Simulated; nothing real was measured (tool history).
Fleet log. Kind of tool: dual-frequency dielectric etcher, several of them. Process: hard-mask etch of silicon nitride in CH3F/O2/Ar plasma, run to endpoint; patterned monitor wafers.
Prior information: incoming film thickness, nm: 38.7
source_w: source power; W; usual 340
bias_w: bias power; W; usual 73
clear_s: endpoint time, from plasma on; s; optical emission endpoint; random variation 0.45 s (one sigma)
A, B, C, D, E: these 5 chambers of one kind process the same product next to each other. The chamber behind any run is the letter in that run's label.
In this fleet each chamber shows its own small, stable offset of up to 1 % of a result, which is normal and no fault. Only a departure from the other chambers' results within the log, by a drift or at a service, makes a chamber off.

| run | hour | source_w | bias_w | clear_s |
|---|---|---|---|---|
| 1B | 6 | 340 | 73 | 60.17 |
|  | 10.1 | chamber A: wet clean of the chamber |
| 2E | 10.8 | 340 | 73 | 59.781 |
| 3C | 15.6 | 340 | 73 | 59.508 |
|  | 16.1 | chamber B: wet clean of the chamber |
| 4D | 23.1 | 340 | 73 | 60.021 |
| 5A | 28.1 | 340 | 73 | 58.276 |
| 6D | 34.1 | 340 | 73 | 59.037 |
| 7B | 40.3 | 340 | 73 | 59.488 |
| 8A | 46.2 | 340 | 73 | 59.144 |
| 9E | 51.6 | 340 | 73 | 60.07 |
| 10C | 60.9 | 340 | 73 | 58.707 |
| 11D | 68.7 | 340 | 73 | 59.633 |
| 12E | 74 | 340 | 73 | 59.546 |
| 13B | 83.2 | 340 | 73 | 59.712 |
| 14C | 92.9 | 340 | 73 | 58.581 |
| 15A | 98.4 | 340 | 73 | 58.53 |
| 16B | 105.1 | 340 | 73 | 59.654 |
| 17E | 113.7 | 340 | 73 | 59.649 |
| 18C | 120 | 410 | 60 | 57.944 |
| 19D | 127.4 | 410 | 60 | 59.5 |
| 20A | 136.4 | 410 | 60 | 58.89 |
| 21C | 142.8 | 410 | 60 | 58.962 |
| 22B | 147.7 | 410 | 60 | 59.731 |
| 23A | 153.1 | 340 | 73 | 58.6 |
| 24E | 157.9 | 340 | 73 | 59.877 |
|  | 166.5 | chamber A: source power generator calibrated |
| 25D | 166.5 | 340 | 73 | 59.324 |
| 26D | 176.5 | 340 | 55 | 66.115 |
| 27B | 182.2 | 340 | 55 | 64.872 |
| 28C | 188.5 | 340 | 55 | 65.108 |
| 29A | 193.6 | 340 | 55 | 64.747 |
| 30E | 199.8 | 340 | 55 | 66.059 |
| 31B | 207.9 | 340 | 60 | 64.423 |
| 32E | 213.2 | 340 | 60 | 63.117 |
| 33D | 219.3 | 340 | 60 | 64.254 |
| 34C | 226.2 | 340 | 60 | 62.554 |
| 35A | 235.8 | 340 | 60 | 62.783 |
| 36A | 240.5 | 340 | 73 | 59.17 |
| 37C | 247.6 | 340 | 73 | 59.175 |
| 38E | 252.6 | 340 | 73 | 60.077 |
| 39D | 262.2 | 340 | 73 | 59.282 |
|  | 263.2 | chamber E: wet clean of the chamber |
| 40B | 269.4 | 340 | 73 | 60.059 |
| 41C | 275.1 | 280 | 73 | 63.264 |
| 42B | 280 | 280 | 73 | 63.792 |
| 43E | 284.7 | 280 | 73 | 64.265 |

Decide between three cases: one chamber stands off from its peers, the gauge reading all wafers drifts, or nothing is wrong past each chamber's small offset. Where a chamber is off, say which and what most likely put it there.

The fleet is healthy, with each chamber sitting at its usual small offset and no drift in the gauge.

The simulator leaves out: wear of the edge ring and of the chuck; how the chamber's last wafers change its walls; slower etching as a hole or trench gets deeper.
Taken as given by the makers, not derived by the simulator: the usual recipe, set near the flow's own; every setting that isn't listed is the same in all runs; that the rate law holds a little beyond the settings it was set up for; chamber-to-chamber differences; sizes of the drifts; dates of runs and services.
